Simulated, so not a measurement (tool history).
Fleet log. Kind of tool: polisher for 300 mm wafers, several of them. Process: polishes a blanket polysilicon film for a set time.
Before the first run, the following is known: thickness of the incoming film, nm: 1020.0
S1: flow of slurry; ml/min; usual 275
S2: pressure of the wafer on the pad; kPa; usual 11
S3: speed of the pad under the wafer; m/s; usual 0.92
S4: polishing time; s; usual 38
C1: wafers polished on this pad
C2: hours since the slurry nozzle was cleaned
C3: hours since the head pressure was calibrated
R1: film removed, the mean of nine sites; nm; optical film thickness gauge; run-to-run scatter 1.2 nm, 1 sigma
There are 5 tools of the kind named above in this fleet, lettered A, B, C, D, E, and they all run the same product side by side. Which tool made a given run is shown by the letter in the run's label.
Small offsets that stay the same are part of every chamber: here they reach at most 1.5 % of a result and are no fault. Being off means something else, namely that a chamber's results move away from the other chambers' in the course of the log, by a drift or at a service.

{"hour": 5.9, "done": "chamber A: slurry nozzle cleaned"}
{"run": "1C", "hour": 11.0, "S1": 275, "S2": 11, "S3": 0.92, "S4": 38, "C1": 1101, "C2": 310.3, "C3": 201.5, "R1": 145.26}
{"run": "2D", "hour": 22.7, "S1": 275, "S2": 11, "S3": 0.92, "S4": 38, "C1": 469, "C2": 174.3, "C3": 957.5, "R1": 142.99}
{"run": "3E", "hour": 30.8, "S1": 275, "S2": 11, "S3": 0.92, "S4": 38, "C1": 943, "C2": 171.3, "C3": 275.3, "R1": 146.05}
{"hour": 36.9, "done": "chamber A: worn pad replaced by a new one"}
{"run": "4B", "hour": 38.0, "S1": 275, "S2": 11, "S3": 0.92, "S4": 38, "C1": 469, "C2": 370.4, "C3": 465, "R1": 143.76}
{"hour": 40.9, "done": "chamber C: worn pad replaced by a new one"}
{"run": "5A", "hour": 46.9, "S1": 275, "S2": 11, "S3": 0.92, "S4": 38, "C1": 90, "C2": 41, "C3": 786.1, "R1": 140.76}
{"hour": 49.2, "done": "chamber B: worn pad replaced by a new one"}
{"run": "6E", "hour": 56.2, "S1": 275, "S2": 11, "S3": 0.92, "S4": 38, "C1": 1171, "C2": 196.7, "C3": 300.7, "R1": 146.37}
{"run": "7D", "hour": 66.0, "S1": 275, "S2": 11, "S3": 0.92, "S4": 38, "C1": 859, "C2": 217.6, "C3": 1000.8, "R1": 143.45}
{"run": "8C", "hour": 75.2, "S1": 275, "S2": 11, "S3": 0.92, "S4": 38, "C1": 309, "C2": 374.5, "C3": 265.7, "R1": 145.56}
{"hour": 82.9, "done": "chamber E: worn pad replaced by a new one"}
{"run": "9A", "hour": 87.2, "S1": 275, "S2": 11, "S3": 0.92, "S4": 38, "C1": 453, "C2": 81.3, "C3": 826.4, "R1": 143.05}
{"run": "10B", "hour": 94.3, "S1": 275, "S2": 11, "S3": 0.92, "S4": 38, "C1": 406, "C2": 426.7, "C3": 521.3, "R1": 143.84}
{"run": "11A", "hour": 106.1, "S1": 275, "S2": 11, "S3": 0.92, "S4": 38, "C1": 623, "C2": 100.2, "C3": 845.3, "R1": 144.29}
{"hour": 109.3, "done": "chamber D: worn pad replaced by a new one"}
{"hour": 118.7, "done": "chamber B: worn pad replaced by a new one"}
{"run": "12E", "hour": 120.1, "S1": 345, "S2": 11, "S3": 0.92, "S4": 38, "C1": 335, "C2": 260.6, "C3": 364.6, "R1": 149.33}
{"hour": 130.7, "done": "chamber D: head pressure recalibrated"}
{"run": "13C", "hour": 133.2, "S1": 345, "S2": 11, "S3": 0.92, "S4": 38, "C1": 832, "C2": 432.5, "C3": 323.7, "R1": 146.82}
{"hour": 140.0, "done": "chamber E: slurry nozzle cleaned"}
{"hour": 144.3, "done": "chamber A: worn pad replaced by a new one"}
{"run": "14B", "hour": 148.2, "S1": 345, "S2": 11, "S3": 0.92, "S4": 38, "C1": 266, "C2": 480.6, "C3": 575.2, "R1": 145}
{"run": "15D", "hour": 160.5, "S1": 345, "S2": 11, "S3": 0.92, "S4": 38, "C1": 461, "C2": 312.1, "C3": 29.8, "R1": 154.43}
{"hour": 163.5, "done": "chamber B: head pressure recalibrated"}
{"run": "16D", "hour": 173.0, "S1": 345, "S2": 11, "S3": 0.92, "S4": 38, "C1": 573, "C2": 324.6, "C3": 42.3, "R1": 155.23}
{"hour": 187.0, "done": "chamber B: worn pad replaced by a new one"}
{"run": "17A", "hour": 188.5, "S1": 275, "S2": 11, "S3": 0.92, "S4": 38, "C1": 399, "C2": 182.6, "C3": 927.7, "R1": 141.69}
{"run": "18B", "hour": 201.8, "S1": 275, "S2": 11, "S3": 0.92, "S4": 38, "C1": 134, "C2": 534.2, "C3": 38.3, "R1": 143.86}
{"hour": 203.3, "done": "chamber C: worn pad replaced by a new one"}
{"run": "19C", "hour": 210.7, "S1": 310, "S2": 14.5, "S3": 0.92, "S4": 38, "C1": 67, "C2": 510, "C3": 401.2, "R1": 189.09}
{"run": "20E", "hour": 223.6, "S1": 310, "S2": 14.5, "S3": 0.92, "S4": 38, "C1": 1267, "C2": 83.7, "C3": 468.1, "R1": 193.54}
{"run": "21C", "hour": 235.0, "S1": 310, "S2": 14.5, "S3": 0.92, "S4": 38, "C1": 286, "C2": 534.3, "C3": 425.5, "R1": 191.93}
{"hour": 240.7, "done": "chamber E: worn pad replaced by a new one"}
{"hour": 242.0, "done": "chamber D: worn pad replaced by a new one"}
{"run": "22B", "hour": 243.1, "S1": 310, "S2": 14.5, "S3": 0.92, "S4": 38, "C1": 506, "C2": 575.5, "C3": 79.6, "R1": 189.02}
{"hour": 244.1, "done": "chamber A: worn pad replaced by a new one"}
{"run": "23E", "hour": 253.8, "S1": 310, "S2": 14.5, "S3": 0.92, "S4": 38, "C1": 118, "C2": 113.9, "C3": 498.3, "R1": 196.9}
{"hour": 256.1, "done": "chamber B: worn pad replaced by a new one"}
{"run": "24D", "hour": 263.5, "S1": 275, "S2": 11, "S3": 0.92, "S4": 38, "C1": 194, "C2": 415.1, "C3": 132.8, "R1": 154.31}
{"run": "25A", "hour": 278.4, "S1": 275, "S2": 11, "S3": 0.92, "S4": 38, "C1": 309, "C2": 272.5, "C3": 1017.6, "R1": 141.69}
{"run": "26D", "hour": 285.6, "S1": 275, "S2": 11, "S3": 0.92, "S4": 38, "C1": 393, "C2": 437.2, "C3": 154.9, "R1": 152.49}
{"run": "27C", "hour": 294.9, "S1": 310, "S2": 11, "S3": 0.92, "S4": 38, "C1": 825, "C2": 594.2, "C3": 485.4, "R1": 145.04}
{"run": "28B", "hour": 306.5, "S1": 310, "S2": 11, "S3": 0.92, "S4": 38, "C1": 454, "C2": 638.9, "C3": 143, "R1": 141.65}
{"run": "29A", "hour": 313.6, "S1": 310, "S2": 11, "S3": 0.92, "S4": 38, "C1": 626, "C2": 307.7, "C3": 1052.8, "R1": 145.48}
{"hour": 319.2, "done": "chamber B: worn pad replaced by a new one"}
{"run": "30E", "hour": 321.1, "S1": 310, "S2": 11, "S3": 0.92, "S4": 38, "C1": 724, "C2": 181.2, "C3": 565.6, "R1": 145.6}
{"run": "31E", "hour": 327.9, "S1": 310, "S2": 11, "S3": 0.92, "S4": 38, "C1": 786, "C2": 188, "C3": 572.4, "R1": 146.27}
{"run": "32D", "hour": 341.5, "S1": 275, "S2": 11, "S3": 0.92, "S4": 38, "C1": 897, "C2": 493.1, "C3": 210.8, "R1": 153.07}
{"run": "33A", "hour": 352.5, "S1": 275, "S2": 11, "S3": 0.92, "S4": 38, "C1": 976, "C2": 346.6, "C3": 1091.7, "R1": 138.78}
{"run": "34B", "hour": 364.5, "S1": 275, "S2": 11, "S3": 0.92, "S4": 38, "C1": 408, "C2": 696.9, "C3": 201, "R1": 143.83}

All 5 chambers run these settings next. Forecast each chamber's results:
{"run": "35A", "hour": 375.7, "S1": 275, "S2": 7.6, "S3": 0.92, "S4": 38, "R1": "?"}
{"run": "35B", "hour": 375.7, "S1": 275, "S2": 7.6, "S3": 0.92, "S4": 38, "R1": "?"}
{"run": "35C", "hour": 375.7, "S1": 275, "S2": 7.6, "S3": 0.92, "S4": 38, "R1": "?"}
{"run": "35D", "hour": 375.7, "S1": 275, "S2": 7.6, "S3": 0.92, "S4": 38, "R1": "?"}
{"run": "35E", "hour": 375.7, "S1": 275, "S2": 7.6, "S3": 0.92, "S4": 38, "R1": "?"}

run=35A R1=99.047
run=35B R1=97.939
run=35C R1=100.27
run=35D R1=105.25
run=35E R1=97.896

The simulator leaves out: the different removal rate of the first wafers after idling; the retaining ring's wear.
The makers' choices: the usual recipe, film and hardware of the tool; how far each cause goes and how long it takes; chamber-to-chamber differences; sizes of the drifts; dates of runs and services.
